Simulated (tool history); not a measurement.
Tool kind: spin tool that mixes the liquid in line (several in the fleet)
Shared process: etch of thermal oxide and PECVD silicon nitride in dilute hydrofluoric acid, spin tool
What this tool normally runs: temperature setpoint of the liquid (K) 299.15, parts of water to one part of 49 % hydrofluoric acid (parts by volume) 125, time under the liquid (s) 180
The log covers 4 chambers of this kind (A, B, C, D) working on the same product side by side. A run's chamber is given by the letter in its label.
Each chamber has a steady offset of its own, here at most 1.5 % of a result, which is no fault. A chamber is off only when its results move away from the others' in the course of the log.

run,hour,temperature setpoint of the liquid (K),parts of water to one part of 49 % hydrofluoric acid (parts by volume),time under the liquid (s),"read-back film thickness of the thermal oxide reference wafer, read on the same gauge (nm)","read-back film thickness of the PECVD silicon nitride reference wafer, read on the same gauge (nm)",thickness taken off the thermal oxide on a monitor wafer (angstrom),thickness taken off the PECVD silicon nitride on a monitor wafer (angstrom)
1B,6.7,299.15,125,180,89.998,49.989,70.856,34.249
2D,15.1,299.15,125,180,90.003,50.01,71.316,34.656
3C,23.2,299.15,125,180,90.017,49.992,71.801,34.064
4A,31.7,299.15,125,180,90.02,50.03,72.66,34.999
5D,38.5,299.15,125,180,90.037,50.003,71.319,34.681
6C,45.8,299.15,125,180,89.984,50.009,71.035,34.689
7A,54.2,299.15,125,180,89.98,50.013,72.744,34.834
8B,60.7,299.15,125,180,90.017,49.971,71.359,34.26
9C,69.6,299.15,125,180,89.953,49.95,71.703,34.571
10A,75.6,299.15,100,180,89.981,49.965,92.598,43.823
11B,84.9,299.15,100,180,89.981,49.996,92.63,44.109
12D,92.1,299.15,100,180,90.017,49.982,90.937,42.329
13D,100.2,299.15,100,180,90.004,50.013,90.906,42.72
14C,108.9,299.15,70,110,90.042,49.993,85.235,37.067
15A,117.9,299.15,70,110,90.035,49.989,85.93,38.019
16B,126.2,299.15,70,110,90.034,50.01,85.237,38.55
17D,130.5,299.15,70,110,89.976,49.986,82.756,37.439
18B,136.7,299.15,125,180,89.989,50.013,71.478,34.889
19C,145.2,299.15,125,180,90.007,50.01,72.064,34.752
20A,150.4,299.15,125,180,89.985,49.978,72.902,35.229
21A,157,299.15,125,180,89.999,50.001,72.911,34.544
22D,164.3,299.15,125,180,89.99,49.979,70.131,34.714
23B,171.7,299.15,125,180,90.004,50.009,71.074,34.385
24C,177.3,299.15,125,180,89.989,50.014,71.07,34.343
25A,184,299.15,125,180,90.01,50.044,71.573,33.938
26B,192.3,299.15,125,180,89.996,50.021,71.257,34.202
27D,197.7,299.15,125,180,89.971,49.978,72.197,35.214
28C,206.5,299.15,90,215,89.963,49.976,123.64,57.1
29D,214,299.15,90,215,89.973,49.962,123.96,58.575
30A,219.8,299.15,90,215,89.992,50.027,125.58,57.587
31C,225.8,299.15,90,215,89.981,49.976,125.4,57.254
32B,231.1,299.15,125,180,90.017,50.012,71.904,34.731
33A,239.2,299.15,175,140,90.004,49.989,37.338,19.015
34C,243.5,299.15,175,140,90.031,49.987,37.37,19.017
35D,252.4,299.15,175,140,90.032,50.007,37.857,19.478
# hour 259.6: chamber B: thermometer replaced
36B,260.6,299.15,175,140,90.024,49.972,37.229,18.816
37A,265.8,299.15,125,180,90.008,49.988,72.741,34.972
38C,271,299.15,125,180,90.019,49.987,71.189,35.134
39B,276.8,295.15,125,180,89.992,49.962,60.464,26.963
40D,285.3,295.15,125,180,89.984,50.063,61.538,26.3

For the next run the whole fleet of 4 chambers uses the same settings. Give each chamber's results:
41A,292,299.15,125,180,,,?,?
41B,292,299.15,125,180,,,?,?
41C,292,299.15,125,180,,,?,?
41D,292,299.15,125,180,,,?,?

run,thickness taken off the thermal oxide on a monitor wafer (angstrom),thickness taken off the PECVD silicon nitride on a monitor wafer (angstrom)
41A,71.482,34.821
41B,71.388,34.918
41C,70.992,35.249
41D,71.967,34.186
